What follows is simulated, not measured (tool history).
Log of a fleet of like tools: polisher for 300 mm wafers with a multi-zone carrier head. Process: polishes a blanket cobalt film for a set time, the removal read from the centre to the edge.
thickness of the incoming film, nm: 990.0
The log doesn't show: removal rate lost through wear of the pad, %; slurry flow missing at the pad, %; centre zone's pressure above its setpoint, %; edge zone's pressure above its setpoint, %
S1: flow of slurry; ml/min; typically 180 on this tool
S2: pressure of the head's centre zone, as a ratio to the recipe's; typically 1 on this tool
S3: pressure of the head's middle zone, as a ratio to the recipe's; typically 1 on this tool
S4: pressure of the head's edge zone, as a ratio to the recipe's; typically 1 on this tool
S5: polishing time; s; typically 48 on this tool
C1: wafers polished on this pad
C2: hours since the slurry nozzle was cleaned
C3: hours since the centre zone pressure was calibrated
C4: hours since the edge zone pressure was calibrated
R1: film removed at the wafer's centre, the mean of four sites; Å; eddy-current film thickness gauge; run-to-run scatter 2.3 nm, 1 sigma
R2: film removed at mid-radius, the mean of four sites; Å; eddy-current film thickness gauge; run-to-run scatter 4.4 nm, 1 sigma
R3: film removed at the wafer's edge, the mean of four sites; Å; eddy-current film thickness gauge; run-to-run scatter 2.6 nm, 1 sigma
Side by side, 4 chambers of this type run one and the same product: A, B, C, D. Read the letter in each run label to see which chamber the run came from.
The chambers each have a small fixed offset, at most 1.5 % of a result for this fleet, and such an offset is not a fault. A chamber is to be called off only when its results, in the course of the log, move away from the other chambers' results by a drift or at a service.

Run 1D, hour 8.3: usual settings; C1 894; C2 250.6; C3 406.5; C4 52.6. Result: R1 3334.8 Å, R2 3339.3 Å, R3 3362 Å.
Run 2A, hour 17.3: usual settings; C1 985; C2 163.8; C3 344.7; C4 446.5. Result: R1 3302.2 Å, R2 3343.6 Å, R3 3317.3 Å.
At hour 20: chamber A: worn pad replaced by a new one.
Run 3C, hour 22.1: usual settings; C1 650; C2 324.4; C3 893.4; C4 837.5. Result: R1 3324.3 Å, R2 3370.4 Å, R3 3300.7 Å.
Run 4B, hour 31.3: usual settings; C1 810; C2 233.2; C3 177.5; C4 433. Result: R1 3344.6 Å, R2 3236.8 Å, R3 3336.7 Å.
Run 5A, hour 36.5: usual settings; C1 257; C2 183; C3 363.9; C4 465.7. Result: R1 3328.1 Å, R2 3326.4 Å, R3 3312.8 Å.
At hour 37.7: chamber D: worn pad replaced by a new one.
Run 6D, hour 42.1: usual settings; C1 69; C2 284.4; C3 440.3; C4 86.4. Result: R1 3302.6 Å, R2 3277.3 Å, R3 3325.8 Å.
Run 7B, hour 47.1: usual settings; C1 1056; C2 249; C3 193.3; C4 448.8. Result: R1 3379.1 Å, R2 3315 Å, R3 3353.6 Å.
At hour 54: chamber B: worn pad replaced by a new one.
Run 8C, hour 55.5: usual settings; C1 1169; C2 357.8; C3 926.8; C4 870.9. Result: R1 3308.6 Å, R2 3347 Å, R3 3254.3 Å.
Run 9C, hour 59.9: usual settings; C1 1237; C2 362.2; C3 931.2; C4 875.3. Result: R1 3276.1 Å, R2 3310.1 Å, R3 3300.5 Å.
Run 10D, hour 67.6: usual settings but S1 215 ml/min, S5 34 s; C1 465; C2 309.9; C3 465.8; C4 111.9. Result: R1 2428.3 Å, R2 2373.7 Å, R3 2450.7 Å.
At hour 68.6: chamber C: worn pad replaced by a new one.
Run 11A, hour 73.5: usual settings but S1 215 ml/min, S5 34 s; C1 833; C2 220; C3 400.9; C4 502.7. Result: R1 2411.3 Å, R2 2419.6 Å, R3 2407 Å.
At hour 77: chamber A: worn pad replaced by a new one.
Run 12B, hour 78.3: usual settings but S1 215 ml/min, S5 34 s; C1 379; C2 280.2; C3 224.5; C4 480. Result: R1 2412 Å, R2 2376.6 Å, R3 2415.2 Å.
Run 13B, hour 83.9: usual settings but S1 215 ml/min, S5 34 s; C1 466; C2 285.8; C3 230.1; C4 485.6. Result: R1 2424 Å, R2 2364.9 Å, R3 2370.8 Å.
Run 14D, hour 89: usual settings; C1 798; C2 331.3; C3 487.2; C4 133.3. Result: R1 3285.5 Å, R2 3297 Å, R3 3315 Å.
Run 15A, hour 97.2: usual settings; C1 314; C2 243.7; C3 424.6; C4 526.4. Result: R1 3328.4 Å, R2 3290.7 Å, R3 3309 Å.
At hour 100.9: chamber C: centre zone pressure recalibrated.
Run 16C, hour 104.8: usual settings; C1 562; C2 407.1; C3 4; C4 920.2. Result: R1 3290.5 Å, R2 3347.7 Å, R3 3303.9 Å.
Run 17D, hour 109.6: usual settings; C1 1118; C2 351.9; C3 507.8; C4 153.9. Result: R1 3313.3 Å, R2 3290.5 Å, R3 3300.7 Å.
At hour 112.7: chamber D: worn pad replaced by a new one.
Run 18A, hour 114.5: usual settings; C1 583; C2 261; C3 441.9; C4 543.7. Result: R1 3322.3 Å, R2 3288.9 Å, R3 3326.3 Å.
At hour 118.8: chamber B: worn pad replaced by a new one.
Run 19B, hour 120.5: usual settings; C1 27; C2 322.4; C3 266.7; C4 522.2. Result: R1 3260.2 Å, R2 3245.4 Å, R3 3278.5 Å.
Run 20C, hour 128.6: usual settings; C1 932; C2 430.9; C3 27.8; C4 944. Result: R1 3282.6 Å, R2 3325 Å, R3 3321.9 Å.
Run 21C, hour 133.1: usual settings; C1 1002; C2 435.4; C3 32.3; C4 948.5. Result: R1 3289.9 Å, R2 3299.5 Å, R3 3308.2 Å.
Run 22A, hour 140.1: usual settings; C1 981; C2 286.6; C3 467.5; C4 569.3. Result: R1 3314 Å, R2 3347.2 Å, R3 3377.9 Å.
Run 23B, hour 146.1: usual settings; C1 425; C2 348; C3 292.3; C4 547.8. Result: R1 3213.5 Å, R2 3137.2 Å, R3 3224.9 Å.
At hour 151.9: chamber A: worn pad replaced by a new one.
At hour 153.5: chamber C: worn pad replaced by a new one.
Run 24D, hour 155.3: usual settings; C1 662; C2 397.6; C3 553.5; C4 199.6. Result: R1 3342.3 Å, R2 3331.4 Å, R3 3366.5 Å.
Run 25C, hour 161.6: usual settings; C1 126; C2 463.9; C3 60.8; C4 977. Result: R1 3313.1 Å, R2 3343.4 Å, R3 3332.4 Å.
Run 26B, hour 167.9: usual settings but S3 0.9, S5 56 s; C1 764; C2 369.8; C3 314.1; C4 569.6. Result: R1 3679.3 Å, R2 3334.3 Å, R3 3801.4 Å.
Run 27A, hour 176: usual settings but S3 0.9, S5 56 s; C1 375; C2 322.5; C3 503.4; C4 605.2. Result: R1 3869.8 Å, R2 3572.3 Å, R3 3851.2 Å.
Run 28D, hour 186: usual settings but S3 0.9, S5 56 s; C1 1139; C2 428.3; C3 584.2; C4 230.3. Result: R1 3863.5 Å, R2 3448.9 Å, R3 3884.1 Å.
Run 29D, hour 193.1: usual settings but S3 0.9, S5 56 s; C1 1250; C2 435.4; C3 591.3; C4 237.4. Result: R1 3846.9 Å, R2 3412.7 Å, R3 3867.2 Å.
Run 30C, hour 202.1: usual settings; C1 755; C2 504.4; C3 101.3; C4 1017.5. Result: R1 3320.8 Å, R2 3333.9 Å, R3 3266 Å.

Is one chamber off against the others, does the gauge drift, or is nothing wrong? If a chamber is off, say which, and what the likeliest cause is.

Chamber B drifts away from the others.
Cause: slurry flow missing at the pad, % = 32.4.

Chamber B could run next with any of the 4 candidate recipes listed below; each alters the usual settings, and their results appear as question marks. Which one brings its results back in line with what the other chambers deliver on the usual settings?
A result is in line if it is within this distance of the other chambers' mean on the usual settings: R1 79 Å; R2 150 Å; R3 90 Å
Run 31B-1, hour 209.4: usual settings but S3 0.99, S4 1.01, S5 47 s. Result: R1 ?, R2 ?, R3 ?.
Run 31B-2, hour 209.4: usual settings but S1 175 ml/min, S2 0.99, S3 0.97, S4 1.02, S5 46 s. Result: R1 ?, R2 ?, R3 ?.
Run 31B-3, hour 209.4: usual settings but S3 1.01, S4 0.99, S5 49 s. Result: R1 ?, R2 ?, R3 ?.
Run 31B-4, hour 209.4: usual settings but S1 185 ml/min, S2 1.01, S3 1.03, S4 0.98, S5 50 s. Result: R1 ?, R2 ?, R3 ?.

Usual-settings mean across the other chambers: R1 3297.1 Å; R2 3306.9 Å; R3 3311.7 Å
  run      R1      R2      R3
31B-1  3022.5  2963.1  3138.5
31B-2  2902.5  2827.1  3074.4
31B-3  3151.6  3146.9  3236.4
31B-4  3275.9  3290.6  3298.4
With 31B-4, the chamber falls back in line with the rest.
